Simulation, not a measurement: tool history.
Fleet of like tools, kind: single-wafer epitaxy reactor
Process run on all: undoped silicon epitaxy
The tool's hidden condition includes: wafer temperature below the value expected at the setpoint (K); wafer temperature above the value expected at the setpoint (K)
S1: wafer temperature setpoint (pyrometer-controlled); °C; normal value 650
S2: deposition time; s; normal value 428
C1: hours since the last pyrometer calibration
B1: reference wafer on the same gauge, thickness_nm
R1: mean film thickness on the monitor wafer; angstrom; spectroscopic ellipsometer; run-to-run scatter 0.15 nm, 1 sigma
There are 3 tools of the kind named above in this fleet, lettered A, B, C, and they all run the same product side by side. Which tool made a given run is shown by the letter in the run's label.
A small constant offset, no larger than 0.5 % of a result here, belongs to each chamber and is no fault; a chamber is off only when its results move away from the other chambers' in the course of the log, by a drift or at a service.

{"run": "1B", "day": 0.225, "S1": 650, "S2": 428, "C1": 1715.3, "B1": 73.401, "R1": 721.32}
{"run": "2A", "day": 0.529, "S1": 650, "S2": 428, "C1": 2377.4, "B1": 73.396, "R1": 714.01}
{"run": "3C", "day": 0.783, "S1": 650, "S2": 428, "C1": 1452.1, "B1": 73.396, "R1": 718.45}
{"run": "4C", "day": 1.117, "S1": 650, "S2": 428, "C1": 1460.1, "B1": 73.43, "R1": 718.69}
{"run": "5A", "day": 1.404, "S1": 650, "S2": 428, "C1": 2398.4, "B1": 73.394, "R1": 714.75}
{"run": "6B", "day": 1.567, "S1": 650, "S2": 428, "C1": 1747.5, "B1": 73.432, "R1": 720.12}
{"run": "7B", "day": 1.842, "S1": 650, "S2": 428, "C1": 1754.1, "B1": 73.38, "R1": 715.38}
{"run": "8A", "day": 2.0, "S1": 639, "S2": 428, "C1": 2412.7, "B1": 73.385, "R1": 562.9}
{"run": "9C", "day": 2.167, "S1": 639, "S2": 428, "C1": 1485.3, "B1": 73.39, "R1": 564.68}
{"day": 2.367, "done": "chamber A: pyrometer calibrated"}
{"run": "10A", "day": 2.404, "S1": 639, "S2": 428, "C1": 1.0, "B1": 73.393, "R1": 554.67}
{"run": "11B", "day": 2.583, "S1": 650, "S2": 428, "C1": 1771.9, "B1": 73.42, "R1": 718.55}
{"run": "12C", "day": 2.817, "S1": 650, "S2": 428, "C1": 1500.9, "B1": 73.354, "R1": 718.74}
{"run": "13B", "day": 3.133, "S1": 650, "S2": 428, "C1": 1785.1, "B1": 73.39, "R1": 717.39}
{"run": "14A", "day": 3.458, "S1": 650, "S2": 428, "C1": 26.3, "B1": 73.411, "R1": 703.12}
{"run": "15C", "day": 3.608, "S1": 650, "S2": 428, "C1": 1519.9, "B1": 73.364, "R1": 719.59}
{"run": "16B", "day": 3.875, "S1": 650, "S2": 428, "C1": 1802.9, "B1": 73.37, "R1": 718.06}
{"run": "17C", "day": 4.175, "S1": 650, "S2": 428, "C1": 1533.5, "B1": 73.401, "R1": 719.25}
{"run": "18A", "day": 4.338, "S1": 650, "S2": 428, "C1": 47.4, "B1": 73.422, "R1": 705.72}
{"run": "19B", "day": 4.525, "S1": 650, "S2": 428, "C1": 1818.5, "B1": 73.376, "R1": 720.05}
{"run": "20C", "day": 4.733, "S1": 650, "S2": 428, "C1": 1546.9, "B1": 73.368, "R1": 722.08}
{"run": "21A", "day": 4.996, "S1": 662, "S2": 391, "C1": 63.2, "B1": 73.378, "R1": 831.05}

Decide between three cases: one chamber stands off from its peers, the gauge reading all wafers drifts, or nothing is wrong past each chamber's small offset. Where a chamber is off, say which and what most likely put it there.

The work done on chamber A during a service left it standing apart from the others.
Cause: wafer temperature below the value expected at the setpoint (K) = 0.656.

Here are 4 candidates for chamber A's next run, each the usual settings with a change, their results left as question marks. Which one brings its results back in line with what the others give on the usual settings?
In-line tolerance around the mean of the other chambers on the usual settings: R1 5.80 angstrom
{"run": "22A-1", "day": 5.238, "S1": 651, "S2": 428, "R1": "?"}
{"run": "22A-2", "day": 5.238, "S1": 651, "S2": 433, "R1": "?"}
{"run": "22A-3", "day": 5.238, "S1": 649, "S2": 423, "R1": "?"}
{"run": "22A-4", "day": 5.238, "S1": 650, "S2": 420, "R1": "?"}

The other chambers' mean on the usual settings: R1 719.11 angstrom
run=22A-1 R1=719.96
run=22A-2 R1=728.37
run=22A-3 R1=681.61
run=22A-4 R1=691.50
It is 22A-1 that realigns the chamber with its peers.
